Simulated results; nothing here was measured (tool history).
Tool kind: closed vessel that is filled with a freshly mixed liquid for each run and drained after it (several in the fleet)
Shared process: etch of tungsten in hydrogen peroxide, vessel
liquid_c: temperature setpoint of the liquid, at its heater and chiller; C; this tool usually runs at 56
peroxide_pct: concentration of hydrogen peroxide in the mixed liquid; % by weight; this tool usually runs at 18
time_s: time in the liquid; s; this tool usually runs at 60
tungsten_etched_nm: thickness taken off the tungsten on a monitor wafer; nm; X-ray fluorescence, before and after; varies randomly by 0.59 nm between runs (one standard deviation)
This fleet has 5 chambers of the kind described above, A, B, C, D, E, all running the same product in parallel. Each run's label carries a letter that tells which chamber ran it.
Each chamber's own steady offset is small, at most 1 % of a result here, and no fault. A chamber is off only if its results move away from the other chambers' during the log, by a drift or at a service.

run   hour  liquid_c  peroxide_pct  time_s  hours since the thermometer was replaced  hours since the peroxide flow meter was replaced  hours since the drum of peroxide was connected  read-back film thickness of the tungsten reference wafer, read on the same gauge (nm)  tungsten_etched_nm
 1B    4.5        56            18      60                                    1336.1                                             453.5                                           405.8                                                                                 59.995              86.322
 2D   10.1        56            18      60                                     388.5                                             909.4                                           683.4                                                                                 60.007              87.722
 3A   14.2        56            18      60                                    2675.9                                            1027.4                                           446.4                                                                                 60.038              86.655
 4C   20.1        56            18      60                                      2068                                             258.6                                          1440.5                                                                                  60.04              84.943
 5E   24.4        56            18      60                                    1032.3                                            1056.2                                           538.9                                                                                 59.982              86.946
 6E   31.9        56            18      60                                    1039.8                                            1063.7                                           546.4                                                                                 60.013               88.49
 7A   39.2        56            18      60                                    2700.9                                            1052.4                                           471.4                                                                                  59.99              86.408
 8C   46.3        56            18      60                                    2094.2                                             284.8                                          1466.7                                                                                 59.982              86.163
 9B   53.5      52.5            18      75                                    1385.1                                             502.5                                           454.8                                                                                 60.021              86.615
10D   57.5      52.5            18      75                                     435.9                                             956.8                                           730.8                                                                                 60.014              88.902
11B   64.2      52.5            18      75                                    1395.8                                             513.2                                           465.5                                                                                 59.951              85.743
12C   69.6      52.5            18      75                                    2117.5                                             308.1                                            1490                                                                                 59.969              87.256
13E   76.9      52.5            18      75                                    1084.8                                            1108.7                                           591.4                                                                                 60.004              87.669
14A   80.8      63.5            18      60                                    2742.5                                              1094                                             513                                                                                 60.019              133.66
15D   85.2      63.5            18      60                                     463.6                                             984.5                                           758.5                                                                                 59.975              136.08
16E   91.9      63.5            18      60                                    1099.8                                            1123.7                                           606.4                                                                                  60.04              136.63
17A    100      63.5            18      60                                    2761.7                                            1113.2                                           532.2                                                                                 59.989              133.25
18B    105      63.5            18      60                                    1436.6                                               554                                           506.3                                                                                 60.022              129.15
19C  110.6        56            18      60                                    2158.5                                             349.1                                            1531                                                                                 59.968              84.797
20D  116.5        56            18      60                                     494.9                                            1015.8                                           789.8                                                                                 60.001              88.197
21A    125        56          21.5      60                                    2786.7                                            1138.2                                           557.2                                                                                 59.983              94.545
22E  130.2        56          21.5      60                                    1138.1                                              1162                                           644.7                                                                                 59.988              95.721
23B  136.6        56          21.5      60                                    1468.2                                             585.6                                           537.9                                                                                 59.989              91.148
     137.1  -- chamber C: new drum of peroxide connected
24C  143.2        56          21.5      60                                    2191.1                                             381.7                                             6.1                                                                                 60.011              94.506
25D  149.2        56          21.5      60                                     527.6                                            1048.5                                           822.5                                                                                 59.977              96.124
26C  152.9        56            18      60                                    2200.8                                             391.4                                            15.8                                                                                 60.031              86.551
27A  156.9        56            18      60                                    2818.6                                            1170.1                                           589.1                                                                                 59.983              87.231
28D  162.5        56            18      60                                     540.9                                            1061.8                                           835.8                                                                                 59.984              88.598
29B  169.5      62.5            18      60                                    1501.1                                             618.5                                           570.8                                                                                 60.009              119.33
30E  176.5      62.5            18      60                                    1184.4                                            1208.3                                             691                                                                                 59.994              128.93
31E  183.7      62.5            18      60                                    1191.6                                            1215.5                                           698.2                                                                                 59.969              127.39

Next, all 5 chambers run the settings below, one line each with question marks for the results. What does each chamber give?
32A  189.8        56            18      60                                                                                                                                                                                                                                                      ?
32B  189.8        56            18      60                                                                                                                                                                                                                                                      ?
32C  189.8        56            18      60                                                                                                                                                                                                                                                      ?
32D  189.8        56            18      60                                                                                                                                                                                                                                                      ?
32E  189.8        56            18      60                                                                                                                                                                                                                                                      ?

run  tungsten_etched_nm
32A               87.52
32B              80.869
32C              87.637
32D              86.635
32E              87.763
